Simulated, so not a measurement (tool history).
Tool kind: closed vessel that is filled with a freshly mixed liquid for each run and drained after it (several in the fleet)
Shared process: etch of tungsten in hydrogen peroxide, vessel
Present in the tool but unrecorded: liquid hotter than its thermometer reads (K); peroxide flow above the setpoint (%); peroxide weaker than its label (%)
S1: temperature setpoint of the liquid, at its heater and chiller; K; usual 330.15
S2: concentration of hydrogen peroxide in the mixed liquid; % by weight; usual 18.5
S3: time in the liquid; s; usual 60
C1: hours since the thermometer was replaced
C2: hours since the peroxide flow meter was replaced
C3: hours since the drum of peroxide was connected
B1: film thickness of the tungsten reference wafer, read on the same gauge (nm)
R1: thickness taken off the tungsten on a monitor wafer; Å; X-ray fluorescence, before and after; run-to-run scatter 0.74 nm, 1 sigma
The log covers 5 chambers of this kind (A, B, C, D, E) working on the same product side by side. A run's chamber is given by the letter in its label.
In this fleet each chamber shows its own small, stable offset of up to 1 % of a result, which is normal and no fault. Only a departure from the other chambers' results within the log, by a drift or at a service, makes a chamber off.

run 1A day=0.521 | S1=330.15 S2=18.5 S3=60 | C1=1031.5 C2=100.4 C3=973.4 | B1=79.991 | R1=1132.7
run 2D day=1.146 | S1=330.15 S2=18.5 S3=60 | C1=1085.9 C2=102.8 C3=799 | B1=79.997 | R1=1137.4
run 3B day=1.462 | S1=330.15 S2=18.5 S3=60 | C1=1660.4 C2=954.3 C3=337.8 | B1=80.004 | R1=1114.9
run 4E day=2.079 | S1=330.15 S2=18.5 S3=60 | C1=1696.3 C2=54.5 C3=54 | B1=79.993 | R1=1104.1
run 5C day=2.467 | S1=330.15 S2=21.5 S3=50 | C1=773.4 C2=597 C3=341.2 | B1=80.006 | R1=989.35
run 6B day=2.975 | S1=330.15 S2=21.5 S3=50 | C1=1696.7 C2=990.6 C3=374.1 | B1=79.969 | R1=995.09
-- day=3.138 chamber A: new drum of peroxide connected
-- day=3.142 chamber B: new drum of peroxide connected
run 7E day=3.625 | S1=330.15 S2=21.5 S3=50 | C1=1733.4 C2=91.6 C3=91.1 | B1=80.031 | R1=1005.1
run 8D day=4.083 | S1=330.15 S2=21.5 S3=50 | C1=1156.4 C2=173.3 C3=869.5 | B1=80.012 | R1=1001.9
run 9A day=4.525 | S1=330.15 S2=21.5 S3=50 | C1=1127.6 C2=196.5 C3=33.4 | B1=79.992 | R1=1014.3
run 10C day=5.05 | S1=330.15 S2=18.5 S3=60 | C1=835.4 C2=659 C3=403.2 | B1=79.954 | R1=1104.7
run 11D day=5.558 | S1=330.15 S2=18.5 S3=60 | C1=1191.8 C2=208.7 C3=904.9 | B1=79.969 | R1=1127.9
run 12B day=6.117 | S1=330.15 S2=18.5 S3=60 | C1=1772.1 C2=1066 C3=71.5 | B1=80.004 | R1=1132.9
run 13E day=6.55 | S1=339.15 S2=18.5 S3=75 | C1=1803.6 C2=161.8 C3=161.3 | B1=79.999 | R1=2319.1
run 14A day=7.208 | S1=339.15 S2=18.5 S3=75 | C1=1192 C2=260.9 C3=97.8 | B1=79.998 | R1=2322.9
run 15C day=7.825 | S1=339.15 S2=18.5 S3=75 | C1=902 C2=725.6 C3=469.8 | B1=80.017 | R1=2329.6
run 16A day=8.179 | S1=339.15 S2=18.5 S3=75 | C1=1215.3 C2=284.2 C3=121.1 | B1=80.042 | R1=2311.2
run 17C day=8.846 | S1=339.15 S2=18.5 S3=75 | C1=926.5 C2=750.1 C3=494.3 | B1=79.995 | R1=2331
run 18E day=9.15 | S1=330.15 S2=18.5 S3=60 | C1=1866 C2=224.2 C3=223.7 | B1=80.029 | R1=1109.5
-- day=9.275 chamber C: thermometer replaced
run 19B day=9.829 | S1=330.15 S2=18.5 S3=60 | C1=1861.2 C2=1155.1 C3=160.6 | B1=80.005 | R1=1125.8
run 20D day=10.383 | S1=330.15 S2=18.5 S3=60 | C1=1307.6 C2=324.5 C3=1020.7 | B1=80.021 | R1=1130
run 21A day=10.975 | S1=330.15 S2=18.5 S3=60 | C1=1282.4 C2=351.3 C3=188.2 | B1=79.952 | R1=1117.9
run 22E day=11.596 | S1=337.15 S2=18.5 S3=60 | C1=1924.7 C2=282.9 C3=282.4 | B1=79.998 | R1=1666
run 23C day=12.138 | S1=337.15 S2=18.5 S3=60 | C1=68.7 C2=829.1 C3=573.3 | B1=80.012 | R1=1664.7
run 24D day=12.517 | S1=337.15 S2=18.5 S3=60 | C1=1358.8 C2=375.7 C3=1071.9 | B1=80 | R1=1672.6
run 25B day=13.104 | S1=337.15 S2=18.5 S3=60 | C1=1939.8 C2=1233.7 C3=239.2 | B1=79.986 | R1=1671.1
run 26A day=13.596 | S1=337.15 S2=18.5 S3=60 | C1=1345.3 C2=414.2 C3=251.1 | B1=79.998 | R1=1664.6
run 27C day=14.212 | S1=330.15 S2=18.5 S3=60 | C1=118.5 C2=878.9 C3=623.1 | B1=80.011 | R1=1119.3
run 28B day=14.512 | S1=330.15 S2=18.5 S3=60 | C1=1973.6 C2=1267.5 C3=273 | B1=79.974 | R1=1110.1
run 29D day=14.825 | S1=330.15 S2=18.5 S3=60 | C1=1414.2 C2=431.1 C3=1127.3 | B1=80.012 | R1=1122.8
run 30E day=15.2 | S1=330.15 S2=18.5 S3=60 | C1=2011.2 C2=369.4 C3=368.9 | B1=79.983 | R1=1113.1
run 31E day=15.65 | S1=330.15 S2=18.5 S3=60 | C1=2022 C2=380.2 C3=379.7 | B1=80.036 | R1=1120.5
run 32D day=15.971 | S1=330.15 S2=18.5 S3=60 | C1=1441.7 C2=458.6 C3=1154.8 | B1=79.997 | R1=1129.7
run 33C day=16.65 | S1=330.15 S2=18.5 S3=60 | C1=177 C2=937.4 C3=681.6 | B1=80.006 | R1=1113.3

Has any chamber moved away from the others, gradually or after a service, or does the common gauge drift, or do the chambers differ only by their own small steady offsets? State the chamber and the most likely cause if one applies.

Nothing is wrong: each chamber keeps only its own small, steady offset and the gauge holds still.
